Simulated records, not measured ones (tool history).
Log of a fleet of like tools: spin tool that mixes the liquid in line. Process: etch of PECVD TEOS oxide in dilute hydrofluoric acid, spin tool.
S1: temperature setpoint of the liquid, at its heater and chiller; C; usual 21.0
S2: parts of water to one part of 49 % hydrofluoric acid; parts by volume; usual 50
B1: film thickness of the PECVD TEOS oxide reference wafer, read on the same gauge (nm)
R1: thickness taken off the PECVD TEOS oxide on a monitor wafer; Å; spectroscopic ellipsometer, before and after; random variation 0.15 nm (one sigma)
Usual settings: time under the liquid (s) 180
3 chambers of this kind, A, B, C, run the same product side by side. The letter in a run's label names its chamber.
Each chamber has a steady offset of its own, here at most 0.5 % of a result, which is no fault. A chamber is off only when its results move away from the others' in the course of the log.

{"run": "1B", "hour": 7.1, "S1": 21.0, "S2": 50, "time under the liquid (s)": 180, "B1": 99.96, "R1": 301.46}
{"run": "2C", "hour": 12.1, "S1": 21.0, "S2": 50, "time under the liquid (s)": 180, "B1": 100.01, "R1": 303.64}
{"run": "3A", "hour": 19.5, "S1": 21.0, "S2": 50, "time under the liquid (s)": 180, "B1": 100.0, "R1": 305.15}
{"run": "4C", "hour": 25.4, "S1": 21.0, "S2": 50, "time under the liquid (s)": 180, "B1": 100.04, "R1": 302.15}
{"run": "5A", "hour": 32.5, "S1": 21.0, "S2": 50, "time under the liquid (s)": 180, "B1": 99.999, "R1": 305.05}
{"hour": 33.8, "done": "chamber A: hydrofluoric acid flow meter replaced"}
{"run": "6B", "hour": 39.7, "S1": 21.0, "S2": 50, "time under the liquid (s)": 180, "B1": 100.0, "R1": 300.4}
{"run": "7C", "hour": 47.7, "S1": 21.0, "S2": 50, "time under the liquid (s)": 180, "B1": 99.995, "R1": 300.12}
{"run": "8B", "hour": 53.6, "S1": 21.0, "S2": 25, "time under the liquid (s)": 115, "B1": 99.987, "R1": 389.3}
{"run": "9A", "hour": 58.5, "S1": 21.0, "S2": 25, "time under the liquid (s)": 115, "B1": 99.974, "R1": 393.33}
{"run": "10C", "hour": 62.5, "S1": 21.0, "S2": 25, "time under the liquid (s)": 115, "B1": 100.01, "R1": 394.71}
{"run": "11B", "hour": 67.5, "S1": 21.0, "S2": 30, "time under the liquid (s)": 115, "B1": 100.05, "R1": 327.3}
{"run": "12A", "hour": 72.4, "S1": 21.0, "S2": 30, "time under the liquid (s)": 115, "B1": 100.04, "R1": 327.19}
{"run": "13A", "hour": 78.1, "S1": 21.0, "S2": 30, "time under the liquid (s)": 115, "B1": 100.04, "R1": 328.85}
{"run": "14C", "hour": 83.9, "S1": 21.0, "S2": 50, "time under the liquid (s)": 180, "B1": 99.971, "R1": 303.04}
{"run": "15B", "hour": 88.3, "S1": 21.0, "S2": 50, "time under the liquid (s)": 180, "B1": 100.0, "R1": 297.89}
{"run": "16C", "hour": 93.5, "S1": 21.0, "S2": 50, "time under the liquid (s)": 180, "B1": 99.946, "R1": 301.47}
{"run": "17B", "hour": 100.7, "S1": 23.5, "S2": 70, "time under the liquid (s)": 180, "B1": 99.982, "R1": 234.84}
{"run": "18A", "hour": 107.9, "S1": 23.5, "S2": 70, "time under the liquid (s)": 180, "B1": 100.01, "R1": 236.94}
{"run": "19C", "hour": 112.3, "S1": 23.5, "S2": 70, "time under the liquid (s)": 180, "B1": 99.98, "R1": 232.53}
{"run": "20A", "hour": 118.6, "S1": 21.0, "S2": 50, "time under the liquid (s)": 180, "B1": 99.949, "R1": 301.67}
{"run": "21B", "hour": 122.8, "S1": 21.0, "S2": 50, "time under the liquid (s)": 180, "B1": 99.997, "R1": 302.58}
{"run": "22C", "hour": 130.8, "S1": 21.0, "S2": 50, "time under the liquid (s)": 180, "B1": 99.972, "R1": 300.27}
{"run": "23B", "hour": 135.8, "S1": 21.0, "S2": 50, "time under the liquid (s)": 180, "B1": 99.989, "R1": 300.73}
{"run": "24A", "hour": 144.4, "S1": 21.0, "S2": 50, "time under the liquid (s)": 180, "B1": 100.05, "R1": 304.51}
{"run": "25B", "hour": 152.6, "S1": 21.0, "S2": 50, "time under the liquid (s)": 180, "B1": 100.0, "R1": 298.28}
{"run": "26C", "hour": 159.6, "S1": 21.0, "S2": 50, "time under the liquid (s)": 180, "B1": 100.04, "R1": 302.95}
{"run": "27A", "hour": 165.7, "S1": 25.0, "S2": 35, "time under the liquid (s)": 180, "B1": 99.957, "R1": 520.66}

All 3 chambers run these settings next. Forecast each chamber's results:
{"run": "28A", "hour": 172.0, "S1": 18.0, "S2": 50, "time under the liquid (s)": 180, "R1": "?"}
{"run": "28B", "hour": 172.0, "S1": 18.0, "S2": 50, "time under the liquid (s)": 180, "R1": "?"}
{"run": "28C", "hour": 172.0, "S1": 18.0, "S2": 50, "time under the liquid (s)": 180, "R1": "?"}

run=28A R1=267.10
run=28B R1=262.54
run=28C R1=267.14

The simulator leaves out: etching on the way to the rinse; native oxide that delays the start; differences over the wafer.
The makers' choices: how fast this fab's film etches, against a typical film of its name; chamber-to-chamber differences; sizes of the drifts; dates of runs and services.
